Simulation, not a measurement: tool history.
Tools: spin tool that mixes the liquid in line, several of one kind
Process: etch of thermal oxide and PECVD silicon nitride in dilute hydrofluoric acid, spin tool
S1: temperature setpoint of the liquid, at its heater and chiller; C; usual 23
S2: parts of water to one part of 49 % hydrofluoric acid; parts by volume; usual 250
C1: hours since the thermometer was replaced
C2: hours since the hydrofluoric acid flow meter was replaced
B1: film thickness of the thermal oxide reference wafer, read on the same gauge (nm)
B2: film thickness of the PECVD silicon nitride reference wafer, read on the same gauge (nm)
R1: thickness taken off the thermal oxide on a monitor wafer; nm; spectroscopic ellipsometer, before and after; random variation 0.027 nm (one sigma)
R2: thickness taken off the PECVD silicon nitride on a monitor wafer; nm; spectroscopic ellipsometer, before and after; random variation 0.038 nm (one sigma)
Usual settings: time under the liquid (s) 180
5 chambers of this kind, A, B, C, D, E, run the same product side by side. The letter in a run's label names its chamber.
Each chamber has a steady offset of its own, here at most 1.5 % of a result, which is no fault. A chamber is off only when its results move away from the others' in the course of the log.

{"hour": 12.4, "done": "chamber B: hydrofluoric acid flow meter replaced"}
{"run": "1D", "hour": 12.8, "S1": 23, "S2": 250, "time under the liquid (s)": 180, "C1": 2240.3, "C2": 161.9, "B1": 130.03, "B2": 59.993, "R1": 2.5456, "R2": 2.4346}
{"run": "2A", "hour": 23.3, "S1": 23, "S2": 250, "time under the liquid (s)": 180, "C1": 765.7, "C2": 925.5, "B1": 129.99, "B2": 59.981, "R1": 2.5388, "R2": 2.5266}
{"run": "3E", "hour": 33.7, "S1": 23, "S2": 250, "time under the liquid (s)": 180, "C1": 790.8, "C2": 145.8, "B1": 130, "B2": 60.01, "R1": 2.5572, "R2": 2.4995}
{"run": "4C", "hour": 47.0, "S1": 23, "S2": 250, "time under the liquid (s)": 180, "C1": 472.5, "C2": 582.6, "B1": 130, "B2": 60.003, "R1": 2.5236, "R2": 2.5401}
{"run": "5B", "hour": 54.6, "S1": 23, "S2": 250, "time under the liquid (s)": 180, "C1": 1750.1, "C2": 42.3, "B1": 130.01, "B2": 60.007, "R1": 2.524, "R2": 2.4972}
{"run": "6E", "hour": 61.8, "S1": 23, "S2": 250, "time under the liquid (s)": 75, "C1": 818.9, "C2": 173.9, "B1": 129.99, "B2": 59.995, "R1": 1.0594, "R2": 1.0701}
{"run": "7C", "hour": 71.8, "S1": 23, "S2": 250, "time under the liquid (s)": 75, "C1": 497.3, "C2": 607.4, "B1": 130, "B2": 59.999, "R1": 1.0551, "R2": 1.0429}
{"run": "8D", "hour": 82.5, "S1": 23, "S2": 250, "time under the liquid (s)": 75, "C1": 2310, "C2": 231.6, "B1": 130.02, "B2": 59.968, "R1": 1.045, "R2": 1.0187}
{"run": "9A", "hour": 94.6, "S1": 23, "S2": 250, "time under the liquid (s)": 75, "C1": 837, "C2": 996.8, "B1": 129.99, "B2": 59.999, "R1": 1.0766, "R2": 1.0805}
{"run": "10B", "hour": 107.5, "S1": 23, "S2": 250, "time under the liquid (s)": 75, "C1": 1803, "C2": 95.2, "B1": 129.99, "B2": 59.951, "R1": 1.048, "R2": 1.0655}
{"run": "11E", "hour": 120.7, "S1": 23, "S2": 250, "time under the liquid (s)": 180, "C1": 877.8, "C2": 232.8, "B1": 129.99, "B2": 60.002, "R1": 2.5469, "R2": 2.5488}
{"run": "12D", "hour": 129.4, "S1": 23, "S2": 250, "time under the liquid (s)": 180, "C1": 2356.9, "C2": 278.5, "B1": 130, "B2": 59.975, "R1": 2.5276, "R2": 2.5381}
{"hour": 136.2, "done": "chamber E: thermometer replaced"}
{"hour": 139.2, "done": "chamber B: thermometer replaced"}
{"run": "13B", "hour": 139.3, "S1": 23, "S2": 355, "time under the liquid (s)": 180, "C1": 0.1, "C2": 127, "B1": 130.01, "B2": 59.993, "R1": 1.6309, "R2": 1.8242}
{"run": "14C", "hour": 152.0, "S1": 23, "S2": 355, "time under the liquid (s)": 180, "C1": 577.5, "C2": 687.6, "B1": 130.01, "B2": 59.987, "R1": 1.6615, "R2": 1.8527}
{"run": "15A", "hour": 159.4, "S1": 23, "S2": 355, "time under the liquid (s)": 180, "C1": 901.8, "C2": 1061.6, "B1": 130.02, "B2": 59.967, "R1": 1.6453, "R2": 1.8037}
{"run": "16A", "hour": 169.0, "S1": 23, "S2": 355, "time under the liquid (s)": 180, "C1": 911.4, "C2": 1071.2, "B1": 130.02, "B2": 60.034, "R1": 1.6103, "R2": 1.7945}
{"run": "17B", "hour": 178.1, "S1": 23, "S2": 355, "time under the liquid (s)": 180, "C1": 38.9, "C2": 165.8, "B1": 130, "B2": 60.01, "R1": 1.6282, "R2": 1.8236}
{"run": "18D", "hour": 189.2, "S1": 23, "S2": 250, "time under the liquid (s)": 180, "C1": 2416.7, "C2": 338.3, "B1": 129.99, "B2": 60.02, "R1": 2.5127, "R2": 2.6301}
{"run": "19E", "hour": 202.0, "S1": 23, "S2": 250, "time under the liquid (s)": 180, "C1": 65.8, "C2": 314.1, "B1": 130, "B2": 59.99, "R1": 2.6001, "R2": 2.5929}
{"run": "20C", "hour": 212.0, "S1": 23, "S2": 250, "time under the liquid (s)": 180, "C1": 637.5, "C2": 747.6, "B1": 130, "B2": 60.023, "R1": 2.619, "R2": 2.6417}
{"run": "21C", "hour": 222.3, "S1": 23, "S2": 250, "time under the liquid (s)": 180, "C1": 647.8, "C2": 757.9, "B1": 130, "B2": 59.972, "R1": 2.6561, "R2": 2.6741}
{"run": "22E", "hour": 236.1, "S1": 23, "S2": 250, "time under the liquid (s)": 180, "C1": 99.9, "C2": 348.2, "B1": 129.99, "B2": 59.992, "R1": 2.5537, "R2": 2.5588}
{"run": "23A", "hour": 242.3, "S1": 23, "S2": 250, "time under the liquid (s)": 180, "C1": 984.7, "C2": 1144.5, "B1": 129.99, "B2": 60.008, "R1": 2.5712, "R2": 2.6032}
{"run": "24B", "hour": 252.9, "S1": 23, "S2": 250, "time under the liquid (s)": 180, "C1": 113.7, "C2": 240.6, "B1": 129.99, "B2": 60.018, "R1": 2.5442, "R2": 2.6196}
{"run": "25D", "hour": 266.4, "S1": 23, "S2": 250, "time under the liquid (s)": 180, "C1": 2493.9, "C2": 415.5, "B1": 129.99, "B2": 60.012, "R1": 2.5293, "R2": 2.5795}
{"run": "26B", "hour": 272.7, "S1": 23, "S2": 250, "time under the liquid (s)": 180, "C1": 133.5, "C2": 260.4, "B1": 130.01, "B2": 59.991, "R1": 2.5208, "R2": 2.4811}
{"run": "27E", "hour": 285.9, "S1": 23, "S2": 250, "time under the liquid (s)": 180, "C1": 149.7, "C2": 398, "B1": 130, "B2": 59.997, "R1": 2.5621, "R2": 2.5455}
{"run": "28D", "hour": 295.4, "S1": 23, "S2": 250, "time under the liquid (s)": 180, "C1": 2522.9, "C2": 444.5, "B1": 130.02, "B2": 59.957, "R1": 2.5549, "R2": 2.5668}
{"run": "29C", "hour": 304.8, "S1": 23, "S2": 250, "time under the liquid (s)": 180, "C1": 730.3, "C2": 840.4, "B1": 130.01, "B2": 60.024, "R1": 2.7058, "R2": 2.8903}
{"run": "30A", "hour": 313.6, "S1": 23, "S2": 250, "time under the liquid (s)": 180, "C1": 1056, "C2": 1215.8, "B1": 130.04, "B2": 59.988, "R1": 2.5607, "R2": 2.5415}
{"run": "31D", "hour": 323.5, "S1": 23, "S2": 250, "time under the liquid (s)": 245, "C1": 2551, "C2": 472.6, "B1": 130.01, "B2": 59.963, "R1": 3.4377, "R2": 3.5133}
{"run": "32A", "hour": 335.4, "S1": 23, "S2": 250, "time under the liquid (s)": 245, "C1": 1077.8, "C2": 1237.6, "B1": 130.02, "B2": 60.015, "R1": 3.4695, "R2": 3.4966}

What goes on in this fleet: one chamber off, a drifting gauge, or nothing beyond the chambers' own small offsets? Name the chamber and the cause, if any.

Chamber C drifts away from the others.
Cause: liquid hotter than its thermometer reads (K) = 2.45.

Here are 4 candidates for chamber C's next run, each the usual settings with a change, their results left as question marks. Which one brings its results back in line with what the others give on the usual settings?
In line means no further than this from the other chambers' mean on the usual settings: R1 0.096 nm; R2 0.13 nm
{"run": "33C-1", "hour": 345.3, "S1": 21.5, "S2": 240, "time under the liquid (s)": 165, "R1": "?", "R2": "?"}
{"run": "33C-2", "hour": 345.3, "S1": 22.5, "S2": 245, "time under the liquid (s)": 175, "R1": "?", "R2": "?"}
{"run": "33C-3", "hour": 345.3, "S1": 23.5, "S2": 255, "time under the liquid (s)": 185, "R1": "?", "R2": "?"}
{"run": "33C-4", "hour": 345.3, "S1": 24.5, "S2": 260, "time under the liquid (s)": 195, "R1": "?", "R2": "?"}

The other chambers' mean on the usual settings: R1 2.5435 nm; R2 2.5449 nm
run=33C-1 R1=2.5489 R2=2.5242
run=33C-2 R1=2.7274 R2=2.7862
run=33C-3 R1=2.8363 R2=3.0052
run=33C-4 R1=3.016 R2=3.2951
33C-1 brings the chamber back in line.
